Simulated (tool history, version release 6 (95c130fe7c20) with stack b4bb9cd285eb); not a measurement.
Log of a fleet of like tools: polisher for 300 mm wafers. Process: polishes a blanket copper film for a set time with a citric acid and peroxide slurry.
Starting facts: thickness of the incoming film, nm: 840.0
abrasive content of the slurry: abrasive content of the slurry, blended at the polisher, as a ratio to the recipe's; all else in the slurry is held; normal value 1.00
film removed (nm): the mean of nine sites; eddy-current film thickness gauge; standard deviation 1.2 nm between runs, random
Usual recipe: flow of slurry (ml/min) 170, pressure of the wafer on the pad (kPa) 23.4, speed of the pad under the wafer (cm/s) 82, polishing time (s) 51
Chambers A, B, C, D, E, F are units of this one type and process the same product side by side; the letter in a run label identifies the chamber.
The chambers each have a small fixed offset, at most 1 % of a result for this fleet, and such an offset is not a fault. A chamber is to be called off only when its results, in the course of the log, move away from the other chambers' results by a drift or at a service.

run   hour  flow of slurry (ml/min)  pressure of the wafer on the pad (kPa)  speed of the pad under the wafer (cm/s)  abrasive content of the slurry  polishing time (s)  film removed (nm)
       1.8  -- chamber C: slurry blender recalibrated
 1E    7.1                      170                                    23.4                                       82                            1.00                  51            103.910
       9.9  -- chamber D: head pressure recalibrated
 2B   18.0                      170                                    23.4                                       82                            1.00                  51            100.150
      27.7  -- chamber B: worn pad replaced by a new one
 3C   28.7                      170                                    23.4                                       82                            1.00                  51            101.510
      34.1  -- chamber E: worn pad replaced by a new one
 4A   40.5                      170                                    23.4                                       82                            1.00                  51            102.990
      40.9  -- chamber A: worn pad replaced by a new one
      44.7  -- chamber F: worn pad replaced by a new one
 5D   48.8                      170                                    23.4                                      102                            1.00                  60            148.130
 6F   55.5                      170                                    23.4                                      102                            1.00                  60            148.910
 7F   63.9                      170                                    23.4                                      102                            1.00                  60            153.910
      69.0  -- chamber E: slurry nozzle cleaned
      71.4  -- chamber F: slurry blender recalibrated
 8E   76.8                      170                                    23.4                                      102                            1.00                  60            148.100
      78.0  -- chamber C: worn pad replaced by a new one
      87.4  -- chamber A: slurry nozzle cleaned
 9D   89.4                      170                                    23.4                                      102                            1.00                  60            151.880
      92.6  -- chamber C: slurry nozzle cleaned
      95.8  -- chamber D: worn pad replaced by a new one
10A   96.3                      170                                    23.4                                      102                            1.00                  60            147.590
     100.9  -- chamber A: slurry blender recalibrated
     105.8  -- chamber B: worn pad replaced by a new one
     107.1  -- chamber B: slurry nozzle cleaned
11C  108.5                      170                                    23.4                                       82                            1.00                  51            100.160
     109.1  -- chamber E: worn pad replaced by a new one
12B  119.4                      170                                    23.4                                       82                            1.00                  51             99.910
     120.9  -- chamber A: worn pad replaced by a new one
     125.9  -- chamber F: worn pad replaced by a new one
13C  131.8                      170                                    23.4                                       82                            1.00                  51            102.690
14A  139.0                      170                                    23.4                                       82                            1.00                  51            102.630
     145.3  -- chamber D: slurry blender recalibrated
15F  149.5                      170                                    23.4                                       82                            1.00                  51            104.560
     151.0  -- chamber C: worn pad replaced by a new one
16E  159.2                      205                                    20.7                                       82                            1.00                  51             92.289
17B  171.8                      205                                    20.7                                       82                            1.00                  51             91.155
     172.2  -- chamber B: slurry blender recalibrated
     173.9  -- chamber E: slurry blender recalibrated
     179.6  -- chamber D: worn pad replaced by a new one
     182.4  -- chamber B: worn pad replaced by a new one
18D  184.0                      205                                    20.7                                       82                            1.00                  51             93.522
19C  192.3                      205                                    20.7                                       82                            1.00                  51             90.101
     194.9  -- chamber E: worn pad replaced by a new one
     200.8  -- chamber A: worn pad replaced by a new one
20F  203.2                      205                                    20.7                                       82                            1.00                  51             93.031
     208.2  -- chamber A: slurry blender recalibrated
21B  215.6                      205                                    20.7                                       82                            1.00                  51             91.320
     219.6  -- chamber F: worn pad replaced by a new one
22D  223.4                      170                                    23.4                                       82                            1.00                  51            102.540
23E  231.8                      170                                    23.4                                       82                            1.00                  51            102.300
24A  239.2                      170                                    23.4                                       82                            1.00                  51            101.180
     241.0  -- chamber F: slurry nozzle cleaned
     243.2  -- chamber C: worn pad replaced by a new one
     243.6  -- chamber B: head pressure recalibrated
25B  248.9                      170                                    23.4                                       82                            1.00                  51             88.912
26D  257.5                      170                                    23.4                                       82                            1.00                  51            102.800
     262.1  -- chamber B: worn pad replaced by a new one
27C  265.8                      170                                    23.4                                       82                            1.00                  51            102.840
     270.1  -- chamber E: worn pad replaced by a new one
28A  271.6                      170                                    23.4                                       82                            1.00                  51            101.930
29F  280.9                      170                                    23.4                                       82                            1.00                  51            103.040
     288.2  -- chamber D: worn pad replaced by a new one
30E  289.2                      170                                    23.4                                       82                            1.00                  51            103.560
     291.2  -- chamber A: worn pad replaced by a new one
31F  300.7                      170                                    23.4                                       82                            1.00                  51            102.250
     310.8  -- chamber F: worn pad replaced by a new one
32B  312.1                      170                                    28.3                                       82                            1.25                  51            114.240
33D  324.7                      170                                    28.3                                       82                            1.25                  51            129.950
     331.6  -- chamber C: worn pad replaced by a new one
34C  331.9                      170                                    28.3                                       82                            1.25                  51            127.130
     334.1  -- chamber B: worn pad replaced by a new one
35E  338.5                      170                                    28.3                                       82                            1.25                  51            127.620
36A  344.5                      170                                    28.3                                       82                            1.25                  51            127.950
     347.1  -- chamber A: slurry blender recalibrated
37A  351.0                      170                                    28.3                                       82                            1.25                  51            129.850
     356.2  -- chamber E: worn pad replaced by a new one
     356.4  -- chamber E: slurry nozzle cleaned
38E  358.7                      170                                    23.4                                       82                            1.00                  51            100.350
39F  367.8                      170                                    23.4                                       82                            1.00                  51            100.940
     370.6  -- chamber D: worn pad replaced by a new one
40C  377.5                      170                                    23.4                                       82                            1.00                  51            103.040
     377.7  -- chamber D: head pressure recalibrated
     382.0  -- chamber B: slurry nozzle cleaned
41B  387.8                      170                                    23.4                                       82                            1.00                  51             89.372
     389.1  -- chamber D: slurry nozzle cleaned
42D  398.4                      170                                    23.4                                       82                            1.00                  51            101.770
     402.4  -- chamber C: worn pad replaced by a new one
     408.3  -- chamber C: slurry blender recalibrated
43C  410.9                      170                                    23.4                                       82                            1.00                  51            102.260

Which is it: a chamber that has drifted or been left off by a service, a gauge drift common to all chambers, or only each chamber's usual small offset? If a chamber is off, name it and its likeliest cause.

Chamber B came out of a service off from its peers and stayed that way.
What lies behind it: head's pressure below its setpoint, % = 11.4.

Chamber B could run next with any of the 4 candidate recipes listed below; each alters the usual settings, and their results appear as question marks. Which one brings its results back in line with what the other chambers deliver on the usual settings?
In-line tolerance around the mean of the other chambers on the usual settings: film removed (nm) 4.300
44B-1  420.1                      170                                    24.8                                       82                            1.00                  55                  ?
44B-2  420.1                      170                                    24.1                                       84                            1.00                  52                  ?
44B-3  420.1                      170                                    22.1                                       78                            1.00                  49                  ?
44B-4  420.1                      170                                    22.8                                       80                            1.00                  50                  ?

The other chambers' mean on the usual settings: film removed (nm) 102.480
  run  film removed (nm)
44B-1            102.210
44B-2             96.203
44B-3             77.258
44B-4             83.267
It is 44B-1 that realigns the chamber with its peers.

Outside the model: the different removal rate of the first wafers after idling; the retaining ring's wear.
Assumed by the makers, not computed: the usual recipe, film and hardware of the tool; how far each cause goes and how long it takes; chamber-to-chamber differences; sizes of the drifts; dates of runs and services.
